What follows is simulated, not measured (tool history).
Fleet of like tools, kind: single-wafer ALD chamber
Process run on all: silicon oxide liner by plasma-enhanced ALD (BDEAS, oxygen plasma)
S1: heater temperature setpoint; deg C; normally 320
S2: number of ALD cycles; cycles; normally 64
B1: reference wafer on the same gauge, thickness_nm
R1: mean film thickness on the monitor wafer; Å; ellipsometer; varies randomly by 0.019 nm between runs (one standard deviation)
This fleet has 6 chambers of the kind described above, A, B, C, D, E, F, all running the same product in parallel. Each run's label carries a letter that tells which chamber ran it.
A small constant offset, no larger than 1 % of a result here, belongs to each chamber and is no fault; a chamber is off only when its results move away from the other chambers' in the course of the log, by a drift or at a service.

run 1F day=0.275 | S1=320 S2=64 | B1=6.6805 | R1=57.722
run 2B day=0.492 | S1=320 S2=64 | B1=6.6806 | R1=57.298
run 3C day=0.792 | S1=320 S2=64 | B1=6.6837 | R1=58.192
run 4E day=1.029 | S1=320 S2=64 | B1=6.6755 | R1=57.397
run 5A day=1.333 | S1=320 S2=64 | B1=6.673 | R1=57.803
run 6D day=1.588 | S1=320 S2=64 | B1=6.681 | R1=57.265
run 7D day=1.833 | S1=320 S2=64 | B1=6.6765 | R1=57.245
run 8A day=2.029 | S1=320 S2=64 | B1=6.6843 | R1=57.826
run 9F day=2.188 | S1=320 S2=64 | B1=6.6775 | R1=57.797
run 10C day=2.412 | S1=320 S2=64 | B1=6.6772 | R1=57.926
run 11E day=2.612 | S1=320 S2=64 | B1=6.6838 | R1=57.199
run 12B day=2.792 | S1=320 S2=64 | B1=6.6863 | R1=57.284
run 13D day=3.058 | S1=320 S2=64 | B1=6.6784 | R1=57.525
run 14A day=3.254 | S1=320 S2=64 | B1=6.6845 | R1=57.715
run 15F day=3.562 | S1=320 S2=64 | B1=6.6772 | R1=57.713
run 16C day=3.721 | S1=320 S2=64 | B1=6.6786 | R1=58.061
run 17E day=4 | S1=320 S2=64 | B1=6.6825 | R1=57.615
run 18B day=4.208 | S1=320 S2=64 | B1=6.6805 | R1=57.454
run 19C day=4.362 | S1=334 S2=56 | B1=6.6751 | R1=49.833
run 20D day=4.671 | S1=334 S2=56 | B1=6.6792 | R1=49.586
run 21B day=4.871 | S1=334 S2=56 | B1=6.6803 | R1=49.321
run 22F day=5.158 | S1=334 S2=56 | B1=6.678 | R1=49.377
run 23A day=5.412 | S1=334 S2=56 | B1=6.6805 | R1=49.342
run 24E day=5.571 | S1=334 S2=56 | B1=6.6785 | R1=49.282
run 25F day=5.838 | S1=320 S2=64 | B1=6.6792 | R1=57.997
run 26A day=6.104 | S1=320 S2=64 | B1=6.6787 | R1=57.727
run 27B day=6.288 | S1=314 S2=75 | B1=6.6777 | R1=67.952
run 28E day=6.517 | S1=314 S2=75 | B1=6.679 | R1=67.908
run 29C day=6.817 | S1=314 S2=75 | B1=6.6782 | R1=68.707
run 30D day=6.983 | S1=314 S2=75 | B1=6.6844 | R1=67.798
run 31D day=7.288 | S1=314 S2=75 | B1=6.6785 | R1=67.86
run 32C day=7.458 | S1=314 S2=75 | B1=6.6802 | R1=69.044
run 33A day=7.696 | S1=320 S2=64 | B1=6.6823 | R1=58.099
run 34F day=7.896 | S1=320 S2=64 | B1=6.6781 | R1=58.115
run 35B day=8.196 | S1=320 S2=64 | B1=6.6813 | R1=57.666
run 36E day=8.462 | S1=320 S2=54 | B1=6.6771 | R1=48.818
run 37E day=8.662 | S1=320 S2=54 | B1=6.6842 | R1=48.434
run 38D day=8.838 | S1=320 S2=54 | B1=6.6793 | R1=48.196

Which is it: a chamber that has drifted or been left off by a service, a gauge drift common to all chambers, or only each chamber's usual small offset? If a chamber is off, name it and its likeliest cause.

The fleet is healthy, with each chamber sitting at its usual small offset and no drift in the gauge.
